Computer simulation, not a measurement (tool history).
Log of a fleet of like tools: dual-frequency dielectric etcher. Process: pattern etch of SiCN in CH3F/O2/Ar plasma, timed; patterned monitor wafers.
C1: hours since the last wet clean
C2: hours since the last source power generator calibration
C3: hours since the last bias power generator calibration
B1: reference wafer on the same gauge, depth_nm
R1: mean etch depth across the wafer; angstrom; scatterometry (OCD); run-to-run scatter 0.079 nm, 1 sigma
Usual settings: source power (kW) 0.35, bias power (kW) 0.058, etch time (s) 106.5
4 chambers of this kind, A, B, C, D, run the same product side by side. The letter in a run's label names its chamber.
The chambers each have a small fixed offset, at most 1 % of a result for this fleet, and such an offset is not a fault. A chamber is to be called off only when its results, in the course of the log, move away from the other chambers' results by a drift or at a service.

run 1C hour=4.8 | source_power_(kW)=0.35 bias_power_(kW)=0.058 etch_time_(s)=106.5 | C1=287.6 C2=1860 C3=3154 | B1=37.014 | R1=354.21
-- hour=6.9 chamber A: wet clean of the chamber
run 2D hour=11.4 | source_power_(kW)=0.35 bias_power_(kW)=0.058 etch_time_(s)=106.5 | C1=327.6 C2=1205.8 C3=161.6 | B1=37 | R1=350.65
run 3B hour=15.3 | source_power_(kW)=0.35 bias_power_(kW)=0.058 etch_time_(s)=106.5 | C1=69.6 C2=3314.7 C3=1042.4 | B1=36.991 | R1=351.06
run 4A hour=18.8 | source_power_(kW)=0.35 bias_power_(kW)=0.058 etch_time_(s)=106.5 | C1=12 C2=1405.2 C3=1616.3 | B1=37.004 | R1=355.7
run 5B hour=25.1 | source_power_(kW)=0.35 bias_power_(kW)=0.058 etch_time_(s)=106.5 | C1=79.4 C2=3324.5 C3=1052.2 | B1=37.013 | R1=351.47
run 6A hour=28.7 | source_power_(kW)=0.35 bias_power_(kW)=0.058 etch_time_(s)=106.5 | C1=21.9 C2=1415.1 C3=1626.2 | B1=36.988 | R1=356.28
run 7C hour=32.1 | source_power_(kW)=0.35 bias_power_(kW)=0.058 etch_time_(s)=106.5 | C1=314.9 C2=1887.3 C3=3181.3 | B1=37.025 | R1=353.82
run 8D hour=38.2 | source_power_(kW)=0.35 bias_power_(kW)=0.058 etch_time_(s)=106.5 | C1=354.4 C2=1232.6 C3=188.4 | B1=37.005 | R1=350.29
run 9D hour=42.9 | source_power_(kW)=0.35 bias_power_(kW)=0.058 etch_time_(s)=106.5 | C1=359.1 C2=1237.3 C3=193.1 | B1=36.996 | R1=350.98
run 10B hour=48.8 | source_power_(kW)=0.35 bias_power_(kW)=0.058 etch_time_(s)=106.5 | C1=103.1 C2=3348.2 C3=1075.9 | B1=36.987 | R1=353.65
run 11C hour=53.7 | source_power_(kW)=0.35 bias_power_(kW)=0.058 etch_time_(s)=106.5 | C1=336.5 C2=1908.9 C3=3202.9 | B1=37.008 | R1=354.03
run 12A hour=60.3 | source_power_(kW)=0.35 bias_power_(kW)=0.058 etch_time_(s)=106.5 | C1=53.5 C2=1446.7 C3=1657.8 | B1=37.023 | R1=355.76
run 13B hour=65.1 | source_power_(kW)=0.35 bias_power_(kW)=0.058 etch_time_(s)=79 | C1=119.4 C2=3364.5 C3=1092.2 | B1=37 | R1=260.99
-- hour=65.5 chamber A: bias power generator calibrated
run 14C hour=71.1 | source_power_(kW)=0.35 bias_power_(kW)=0.058 etch_time_(s)=79 | C1=353.9 C2=1926.3 C3=3220.3 | B1=37.015 | R1=263.14
run 15D hour=74.5 | source_power_(kW)=0.35 bias_power_(kW)=0.058 etch_time_(s)=79 | C1=390.7 C2=1268.9 C3=224.7 | B1=36.995 | R1=262.88
run 16A hour=78.5 | source_power_(kW)=0.35 bias_power_(kW)=0.058 etch_time_(s)=79 | C1=71.7 C2=1464.9 C3=13 | B1=37.004 | R1=263.19
run 17C hour=83 | source_power_(kW)=0.35 bias_power_(kW)=0.058 etch_time_(s)=106.5 | C1=365.8 C2=1938.2 C3=3232.2 | B1=36.983 | R1=353.04
run 18B hour=87.7 | source_power_(kW)=0.35 bias_power_(kW)=0.058 etch_time_(s)=106.5 | C1=142 C2=3387.1 C3=1114.8 | B1=37.006 | R1=351.95
run 19D hour=91.8 | source_power_(kW)=0.35 bias_power_(kW)=0.058 etch_time_(s)=137.5 | C1=408 C2=1286.2 C3=242 | B1=37.008 | R1=458.17
run 20A hour=95.7 | source_power_(kW)=0.35 bias_power_(kW)=0.058 etch_time_(s)=137.5 | C1=88.9 C2=1482.1 C3=30.2 | B1=37.017 | R1=458.48
run 21B hour=102.4 | source_power_(kW)=0.35 bias_power_(kW)=0.058 etch_time_(s)=137.5 | C1=156.7 C2=3401.8 C3=1129.5 | B1=36.983 | R1=454.73
run 22D hour=107.8 | source_power_(kW)=0.35 bias_power_(kW)=0.058 etch_time_(s)=137.5 | C1=424 C2=1302.2 C3=258 | B1=37.02 | R1=460.45
run 23C hour=112.5 | source_power_(kW)=0.35 bias_power_(kW)=0.058 etch_time_(s)=106.5 | C1=395.3 C2=1967.7 C3=3261.7 | B1=37.001 | R1=354.09
run 24A hour=116.3 | source_power_(kW)=0.35 bias_power_(kW)=0.058 etch_time_(s)=106.5 | C1=109.5 C2=1502.7 C3=50.8 | B1=37.018 | R1=355.88
run 25A hour=122.1 | source_power_(kW)=0.35 bias_power_(kW)=0.058 etch_time_(s)=106.5 | C1=115.3 C2=1508.5 C3=56.6 | B1=37.004 | R1=353.81
run 26C hour=128 | source_power_(kW)=0.35 bias_power_(kW)=0.058 etch_time_(s)=106.5 | C1=410.8 C2=1983.2 C3=3277.2 | B1=37.01 | R1=354.04
run 27B hour=134.3 | source_power_(kW)=0.35 bias_power_(kW)=0.058 etch_time_(s)=106.5 | C1=188.6 C2=3433.7 C3=1161.4 | B1=37.006 | R1=351.61
run 28D hour=138.1 | source_power_(kW)=0.3 bias_power_(kW)=0.058 etch_time_(s)=136 | C1=454.3 C2=1332.5 C3=288.3 | B1=37.017 | R1=432.86

One chamber off, gauge drift, or nothing amiss beyond the chambers' own small offsets? If it is a chamber, which one, and what is the likeliest cause?

Chamber D drifts away from the others.
Most likely cause: etch rate over this chamber's usual, % = 2.13.
Not necessarily distinguishable in this log from: source power that arrives over what is set, %.

Below are 4 candidate recipes for chamber D's next run, each the usual settings with a change, their results shown as question marks. Which of them brings D's results back in line with what the other chambers give on the usual settings?
Maximum distance from the other chambers' mean on the usual settings for a result to count as in line: R1 2.8 angstrom
run 29D-1 hour=142.9 | source_power_(kW)=0.34 bias_power_(kW)=0.057 etch_time_(s)=106.5 | R1=?
run 29D-2 hour=142.9 | source_power_(kW)=0.35 bias_power_(kW)=0.058 etch_time_(s)=109.5 | R1=?
run 29D-3 hour=142.9 | source_power_(kW)=0.35 bias_power_(kW)=0.058 etch_time_(s)=103.5 | R1=?
run 29D-4 hour=142.9 | source_power_(kW)=0.35 bias_power_(kW)=0.058 etch_time_(s)=108 | R1=?

The mean the other chambers reach with the usual settings: R1 353.86 angstrom
run=29D-1 R1=353.03
run=29D-2 R1=369.19
run=29D-3 R1=348.96
run=29D-4 R1=364.13
The right change is 29D-1: it brings the chamber back within the allowed miss of the others.

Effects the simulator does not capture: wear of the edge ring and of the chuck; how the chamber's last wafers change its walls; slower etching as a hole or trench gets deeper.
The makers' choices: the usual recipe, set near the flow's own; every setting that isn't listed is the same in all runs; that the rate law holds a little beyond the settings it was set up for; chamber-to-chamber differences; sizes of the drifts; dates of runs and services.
